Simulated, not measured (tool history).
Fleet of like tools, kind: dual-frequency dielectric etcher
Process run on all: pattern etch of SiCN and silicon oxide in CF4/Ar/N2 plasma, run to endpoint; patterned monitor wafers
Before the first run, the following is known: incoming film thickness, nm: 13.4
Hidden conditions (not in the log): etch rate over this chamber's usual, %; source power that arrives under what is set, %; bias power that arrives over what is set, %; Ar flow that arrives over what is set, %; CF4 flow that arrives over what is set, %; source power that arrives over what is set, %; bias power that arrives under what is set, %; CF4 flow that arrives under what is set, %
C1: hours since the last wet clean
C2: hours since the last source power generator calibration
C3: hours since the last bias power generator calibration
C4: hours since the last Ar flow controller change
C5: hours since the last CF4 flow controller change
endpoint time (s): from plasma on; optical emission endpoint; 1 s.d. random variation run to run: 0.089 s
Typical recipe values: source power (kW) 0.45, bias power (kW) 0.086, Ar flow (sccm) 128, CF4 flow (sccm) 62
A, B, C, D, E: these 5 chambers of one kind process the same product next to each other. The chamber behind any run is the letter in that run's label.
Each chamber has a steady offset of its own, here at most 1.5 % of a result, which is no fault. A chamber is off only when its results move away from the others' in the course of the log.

run 1A hour=8.1 | source_power_(kW)=0.45 bias_power_(kW)=0.086 Ar_flow_(sccm)=128 CF4_flow_(sccm)=62 | C1=292 C2=247.9 C3=2743.7 C4=2580.3 C5=2004.1 | endpoint_time_(s)=15.487
-- hour=14.5 chamber E: CF4 flow controller replaced
run 2C hour=15.1 | source_power_(kW)=0.45 bias_power_(kW)=0.086 Ar_flow_(sccm)=128 CF4_flow_(sccm)=62 | C1=262.8 C2=2312.9 C3=3138.8 C4=975.9 C5=1149 | endpoint_time_(s)=15.677
run 3B hour=23.7 | source_power_(kW)=0.45 bias_power_(kW)=0.086 Ar_flow_(sccm)=128 CF4_flow_(sccm)=62 | C1=154.9 C2=1555 C3=1769.7 C4=1071.6 C5=57.7 | endpoint_time_(s)=15.268
run 4D hour=31.4 | source_power_(kW)=0.45 bias_power_(kW)=0.086 Ar_flow_(sccm)=128 CF4_flow_(sccm)=62 | C1=269.5 C2=991.2 C3=692.6 C4=3862.7 C5=1140.7 | endpoint_time_(s)=15.489
run 5E hour=36.6 | source_power_(kW)=0.45 bias_power_(kW)=0.086 Ar_flow_(sccm)=128 CF4_flow_(sccm)=62 | C1=165.2 C2=4433.7 C3=880.9 C4=1698.3 C5=22.2 | endpoint_time_(s)=15.507
run 6A hour=44.5 | source_power_(kW)=0.45 bias_power_(kW)=0.086 Ar_flow_(sccm)=128 CF4_flow_(sccm)=62 | C1=328.4 C2=284.3 C3=2780.1 C4=2616.7 C5=2040.5 | endpoint_time_(s)=15.301
run 7E hour=50.1 | source_power_(kW)=0.45 bias_power_(kW)=0.086 Ar_flow_(sccm)=128 CF4_flow_(sccm)=62 | C1=178.7 C2=4447.2 C3=894.4 C4=1711.8 C5=35.7 | endpoint_time_(s)=15.355
run 8C hour=56.8 | source_power_(kW)=0.45 bias_power_(kW)=0.086 Ar_flow_(sccm)=128 CF4_flow_(sccm)=62 | C1=304.5 C2=2354.6 C3=3180.5 C4=1017.6 C5=1190.7 | endpoint_time_(s)=15.367
run 9D hour=61.4 | source_power_(kW)=0.45 bias_power_(kW)=0.086 Ar_flow_(sccm)=128 CF4_flow_(sccm)=62 | C1=299.5 C2=1021.2 C3=722.6 C4=3892.7 C5=1170.7 | endpoint_time_(s)=15.271
run 10B hour=70.6 | source_power_(kW)=0.45 bias_power_(kW)=0.086 Ar_flow_(sccm)=128 CF4_flow_(sccm)=62 | C1=201.8 C2=1601.9 C3=1816.6 C4=1118.5 C5=104.6 | endpoint_time_(s)=15.378
run 11A hour=75 | source_power_(kW)=0.45 bias_power_(kW)=0.086 Ar_flow_(sccm)=128 CF4_flow_(sccm)=62 | C1=358.9 C2=314.8 C3=2810.6 C4=2647.2 C5=2071 | endpoint_time_(s)=15.61
run 12B hour=81.8 | source_power_(kW)=0.45 bias_power_(kW)=0.086 Ar_flow_(sccm)=128 CF4_flow_(sccm)=62 | C1=213 C2=1613.1 C3=1827.8 C4=1129.7 C5=115.8 | endpoint_time_(s)=15.227
run 13D hour=87.7 | source_power_(kW)=0.45 bias_power_(kW)=0.086 Ar_flow_(sccm)=128 CF4_flow_(sccm)=62 | C1=325.8 C2=1047.5 C3=748.9 C4=3919 C5=1197 | endpoint_time_(s)=15.238
run 14E hour=97 | source_power_(kW)=0.45 bias_power_(kW)=0.086 Ar_flow_(sccm)=128 CF4_flow_(sccm)=62 | C1=225.6 C2=4494.1 C3=941.3 C4=1758.7 C5=82.6 | endpoint_time_(s)=15.38
run 15C hour=102 | source_power_(kW)=0.45 bias_power_(kW)=0.086 Ar_flow_(sccm)=128 CF4_flow_(sccm)=72 | C1=349.7 C2=2399.8 C3=3225.7 C4=1062.8 C5=1235.9 | endpoint_time_(s)=15.022
run 16C hour=107.3 | source_power_(kW)=0.45 bias_power_(kW)=0.086 Ar_flow_(sccm)=128 CF4_flow_(sccm)=72 | C1=355 C2=2405.1 C3=3231 C4=1068.1 C5=1241.2 | endpoint_time_(s)=14.998
run 17E hour=113.9 | source_power_(kW)=0.45 bias_power_(kW)=0.086 Ar_flow_(sccm)=128 CF4_flow_(sccm)=72 | C1=242.5 C2=4511 C3=958.2 C4=1775.6 C5=99.5 | endpoint_time_(s)=15.045
run 18B hour=122.2 | source_power_(kW)=0.45 bias_power_(kW)=0.086 Ar_flow_(sccm)=128 CF4_flow_(sccm)=72 | C1=253.4 C2=1653.5 C3=1868.2 C4=1170.1 C5=156.2 | endpoint_time_(s)=15.106
run 19A hour=130 | source_power_(kW)=0.45 bias_power_(kW)=0.086 Ar_flow_(sccm)=128 CF4_flow_(sccm)=72 | C1=413.9 C2=369.8 C3=2865.6 C4=2702.2 C5=2126 | endpoint_time_(s)=15.255
-- hour=133 chamber D: Ar flow controller replaced
run 20D hour=134.8 | source_power_(kW)=0.45 bias_power_(kW)=0.086 Ar_flow_(sccm)=128 CF4_flow_(sccm)=62 | C1=372.9 C2=1094.6 C3=796 C4=1.8 C5=1244.1 | endpoint_time_(s)=15.443
-- hour=139.3 chamber A: wet clean of the chamber
run 21A hour=143.7 | source_power_(kW)=0.45 bias_power_(kW)=0.086 Ar_flow_(sccm)=128 CF4_flow_(sccm)=62 | C1=4.4 C2=383.5 C3=2879.3 C4=2715.9 C5=2139.7 | endpoint_time_(s)=15.604
run 22C hour=152.1 | source_power_(kW)=0.45 bias_power_(kW)=0.086 Ar_flow_(sccm)=128 CF4_flow_(sccm)=62 | C1=399.8 C2=2449.9 C3=3275.8 C4=1112.9 C5=1286 | endpoint_time_(s)=15.221
run 23E hour=157.9 | source_power_(kW)=0.45 bias_power_(kW)=0.086 Ar_flow_(sccm)=128 CF4_flow_(sccm)=62 | C1=286.5 C2=4555 C3=1002.2 C4=1819.6 C5=143.5 | endpoint_time_(s)=15.323
run 24D hour=164.3 | source_power_(kW)=0.45 bias_power_(kW)=0.086 Ar_flow_(sccm)=109 CF4_flow_(sccm)=48 | C1=402.4 C2=1124.1 C3=825.5 C4=31.3 C5=1273.6 | endpoint_time_(s)=15.702
run 25B hour=171.9 | source_power_(kW)=0.45 bias_power_(kW)=0.086 Ar_flow_(sccm)=109 CF4_flow_(sccm)=48 | C1=303.1 C2=1703.2 C3=1917.9 C4=1219.8 C5=205.9 | endpoint_time_(s)=15.666
-- hour=175.5 chamber B: wet clean of the chamber
run 26A hour=181.4 | source_power_(kW)=0.45 bias_power_(kW)=0.086 Ar_flow_(sccm)=109 CF4_flow_(sccm)=48 | C1=42.1 C2=421.2 C3=2917 C4=2753.6 C5=2177.4 | endpoint_time_(s)=15.596
run 27B hour=186.9 | source_power_(kW)=0.45 bias_power_(kW)=0.086 Ar_flow_(sccm)=109 CF4_flow_(sccm)=48 | C1=11.5 C2=1718.2 C3=1932.9 C4=1234.8 C5=220.9 | endpoint_time_(s)=15.578
run 28C hour=193.7 | source_power_(kW)=0.45 bias_power_(kW)=0.086 Ar_flow_(sccm)=109 CF4_flow_(sccm)=48 | C1=441.4 C2=2491.5 C3=3317.4 C4=1154.5 C5=1327.6 | endpoint_time_(s)=15.227
run 29D hour=198.6 | source_power_(kW)=0.45 bias_power_(kW)=0.086 Ar_flow_(sccm)=128 CF4_flow_(sccm)=62 | C1=436.7 C2=1158.4 C3=859.8 C4=65.6 C5=1307.9 | endpoint_time_(s)=15.406
run 30E hour=203.8 | source_power_(kW)=0.45 bias_power_(kW)=0.086 Ar_flow_(sccm)=128 CF4_flow_(sccm)=62 | C1=332.4 C2=4600.9 C3=1048.1 C4=1865.5 C5=189.4 | endpoint_time_(s)=15.249
run 31A hour=210 | source_power_(kW)=0.45 bias_power_(kW)=0.104 Ar_flow_(sccm)=147 CF4_flow_(sccm)=62 | C1=70.7 C2=449.8 C3=2945.6 C4=2782.2 C5=2206 | endpoint_time_(s)=14.567

Each of the 5 chambers runs these same settings next. Fill in every chamber's results:
run 32A hour=217.1 | source_power_(kW)=0.45 bias_power_(kW)=0.086 Ar_flow_(sccm)=128 CF4_flow_(sccm)=62 | endpoint_time_(s)=?
run 32B hour=217.1 | source_power_(kW)=0.45 bias_power_(kW)=0.086 Ar_flow_(sccm)=128 CF4_flow_(sccm)=62 | endpoint_time_(s)=?
run 32C hour=217.1 | source_power_(kW)=0.45 bias_power_(kW)=0.086 Ar_flow_(sccm)=128 CF4_flow_(sccm)=62 | endpoint_time_(s)=?
run 32D hour=217.1 | source_power_(kW)=0.45 bias_power_(kW)=0.086 Ar_flow_(sccm)=128 CF4_flow_(sccm)=62 | endpoint_time_(s)=?
run 32E hour=217.1 | source_power_(kW)=0.45 bias_power_(kW)=0.086 Ar_flow_(sccm)=128 CF4_flow_(sccm)=62 | endpoint_time_(s)=?

run=32A endpoint_time_(s)=15.44
run=32B endpoint_time_(s)=15.321
run=32C endpoint_time_(s)=14.857
run=32D endpoint_time_(s)=15.435
run=32E endpoint_time_(s)=15.438
